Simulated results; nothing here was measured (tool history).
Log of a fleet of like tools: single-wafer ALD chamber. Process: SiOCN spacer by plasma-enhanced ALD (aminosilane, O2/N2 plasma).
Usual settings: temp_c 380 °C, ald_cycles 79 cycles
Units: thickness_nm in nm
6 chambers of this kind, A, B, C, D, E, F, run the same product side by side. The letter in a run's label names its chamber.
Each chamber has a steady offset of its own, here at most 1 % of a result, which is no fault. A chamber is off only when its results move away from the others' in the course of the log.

run,hour,temp_c,ald_cycles,"read-back reference wafer on the same gauge, thickness_nm",thickness_nm
1A,7.8,380,79,4.9800,4.7581
2D,15.4,380,79,4.9798,4.7876
3E,20.3,380,79,4.9778,4.8027
4F,28.2,380,79,4.9744,4.7354
5C,34.1,380,79,4.9780,4.7925
# hour 38.4: chamber E: thermocouple changed; heater temperature recalibrated
6B,41.5,380,79,4.9814,4.7547
7C,49.2,380,79,4.9772,4.7744
8F,55.3,392,79,4.9704,4.7522
9A,62.0,392,79,4.9754,4.7451
10D,69.7,392,79,4.9811,4.7641
11B,74.7,392,79,4.9811,4.7416
12E,80.7,392,79,4.9784,4.7839
13C,87.7,392,79,4.9806,4.7724
# hour 90.6: chamber F: thermocouple changed; heater temperature recalibrated
14B,92.1,380,79,4.9765,4.7259
15D,99.0,380,79,4.9786,4.6809
16F,103.4,370,87,4.9869,5.1460
17E,107.2,370,87,4.9815,5.2421
18A,111.9,370,87,4.9829,5.2641
19A,116.1,370,87,4.9743,5.2466
20D,122.7,370,87,4.9832,5.2403
21E,126.4,370,87,4.9790,5.3118
22B,132.9,380,79,4.9836,4.7549
23F,140.9,380,79,4.9823,4.7908
24C,145.4,380,79,4.9805,4.8001
25F,150.7,380,79,4.9792,4.7150
26E,158.2,380,79,4.9743,4.7591
27D,165.2,380,79,4.9792,4.7568
28A,172.3,380,79,4.9793,4.7613
29B,177.2,380,79,4.9700,4.7765
30C,183.5,380,79,4.9768,4.7642
# hour 188.7: chamber C: thermocouple changed; heater temperature recalibrated
31E,189.6,380,79,4.9782,4.7652
32A,193.4,380,79,4.9836,4.7963
33F,199.6,380,79,4.9850,4.7437
34C,208.1,373,73,4.9788,4.4189
35D,213.8,373,73,4.9773,4.4079
36B,217.8,373,73,4.9817,4.4026
37D,224.4,373,73,4.9829,4.4099
38A,232.1,373,73,4.9833,4.3776
39F,237.8,373,73,4.9801,4.4200
40B,242.0,373,73,4.9820,4.4021
41E,249.5,373,73,4.9758,4.3951
42C,257.6,373,73,4.9856,4.4123
43D,263.7,373,73,4.9817,4.4488
44C,269.2,373,73,4.9869,4.4146

All 6 chambers run these settings next. Forecast each chamber's results:
45A,275.3,380,79,,?
45B,275.3,380,79,,?
45C,275.3,380,79,,?
45D,275.3,380,79,,?
45E,275.3,380,79,,?
45F,275.3,380,79,,?

run,thickness_nm
45A,4.7245
45B,4.7951
45C,4.7832
45D,4.7338
45E,4.7910
45F,4.7516

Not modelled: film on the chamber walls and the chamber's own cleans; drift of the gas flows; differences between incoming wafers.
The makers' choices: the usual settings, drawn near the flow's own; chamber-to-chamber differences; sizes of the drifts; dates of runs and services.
